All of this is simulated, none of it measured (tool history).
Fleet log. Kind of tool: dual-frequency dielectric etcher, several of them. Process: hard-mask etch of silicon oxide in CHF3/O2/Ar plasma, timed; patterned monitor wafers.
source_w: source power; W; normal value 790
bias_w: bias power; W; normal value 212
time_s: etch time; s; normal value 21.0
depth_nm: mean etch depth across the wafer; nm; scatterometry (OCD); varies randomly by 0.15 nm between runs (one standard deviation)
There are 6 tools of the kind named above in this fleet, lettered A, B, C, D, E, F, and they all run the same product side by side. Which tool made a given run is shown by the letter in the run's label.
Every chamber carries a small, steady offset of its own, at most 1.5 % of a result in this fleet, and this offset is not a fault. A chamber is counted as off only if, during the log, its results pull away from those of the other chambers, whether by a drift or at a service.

run   hour  source_w  bias_w  time_s  read-back reference wafer on the same gauge, depth_nm  depth_nm
       1.5  -- chamber B: bias power generator calibrated
 1B    7.9       790     212    21.0                                                 52.908    49.158
 2F   14.0       790     212    21.0                                                 52.911    48.342
 3A   25.4       790     212    21.0                                                 52.885    48.496
 4C   31.4       790     212    21.0                                                 52.910    49.024
 5D   43.5       790     212    21.0                                                 52.927    48.540
 6E   54.7       790     212    21.0                                                 52.930    48.968
 7B   61.5       790     212    21.0                                                 52.932    49.501
      66.7  -- chamber A: wet clean of the chamber
 8C   74.0       790     212    21.0                                                 52.925    48.790
 9F   80.7       790     212    21.0                                                 52.868    48.330
10D   90.0       790     212    21.0                                                 52.916    48.424
11A  102.1       790     212    21.0                                                 52.844    48.613
12E  113.3       790     212    21.0                                                 52.929    48.965
13F  119.2       790     212    21.0                                                 52.918    48.504
14C  126.4       790     212    21.0                                                 52.916    48.703
15B  138.8       790     212    21.0                                                 52.913    49.344
16D  150.7       790     212    21.0                                                 52.883    48.309
17E  157.4       790     185    16.5                                                 52.881    36.768
18A  165.6       790     185    16.5                                                 52.870    36.381
19B  171.9       790     185    16.5                                                 52.912    36.677
20C  179.6       790     185    16.5                                                 52.899    36.871
     182.3  -- chamber C: wet clean of the chamber
21E  191.2       790     185    16.5                                                 52.933    36.693
22F  199.2       790     185    16.5                                                 52.951    36.196
23D  206.9       790     212    21.0                                                 52.872    48.195
24A  219.7       790     234    15.0                                                 52.904    35.849
25E  225.9       790     234    15.0                                                 52.899    36.037
26A  234.9       790     234    15.0                                                 52.911    35.855
27D  243.1       790     234    15.0                                                 52.867    35.686
28F  253.1       790     234    15.0                                                 52.892    35.729
29B  260.9       790     234    15.0                                                 52.917    36.477
     261.7  -- chamber C: source power generator calibrated
30C  273.4       600     179    21.0                                                 52.859    41.612
31A  280.3       600     179    21.0                                                 52.856    41.321
     283.6  -- chamber B: wet clean of the chamber
32C  290.0       600     179    21.0                                                 52.929    41.808
33E  299.3       600     179    21.0                                                 52.908    41.638
34B  306.5       600     179    21.0                                                 52.940    41.800
35D  317.9       600     179    21.0                                                 52.882    40.752
36F  330.2       790     212    21.0                                                 52.900    48.711
37D  337.7       790     212    21.0                                                 52.898    47.860
38B  344.7       790     212    21.0                                                 52.935    49.493
39F  354.4       790     212    21.0                                                 52.853    48.630

All chambers now run identical settings, listed one chamber a line with results as question marks. What results will each chamber show?
40A  363.5       790     212    21.0                                                                ?
40B  363.5       790     212    21.0                                                                ?
40C  363.5       790     212    21.0                                                                ?
40D  363.5       790     212    21.0                                                                ?
40E  363.5       790     212    21.0                                                                ?
40F  363.5       790     212    21.0                                                                ?

run  depth_nm
40A    48.398
40B    49.125
40C    49.243
40D    47.604
40E    49.033
40F    48.660

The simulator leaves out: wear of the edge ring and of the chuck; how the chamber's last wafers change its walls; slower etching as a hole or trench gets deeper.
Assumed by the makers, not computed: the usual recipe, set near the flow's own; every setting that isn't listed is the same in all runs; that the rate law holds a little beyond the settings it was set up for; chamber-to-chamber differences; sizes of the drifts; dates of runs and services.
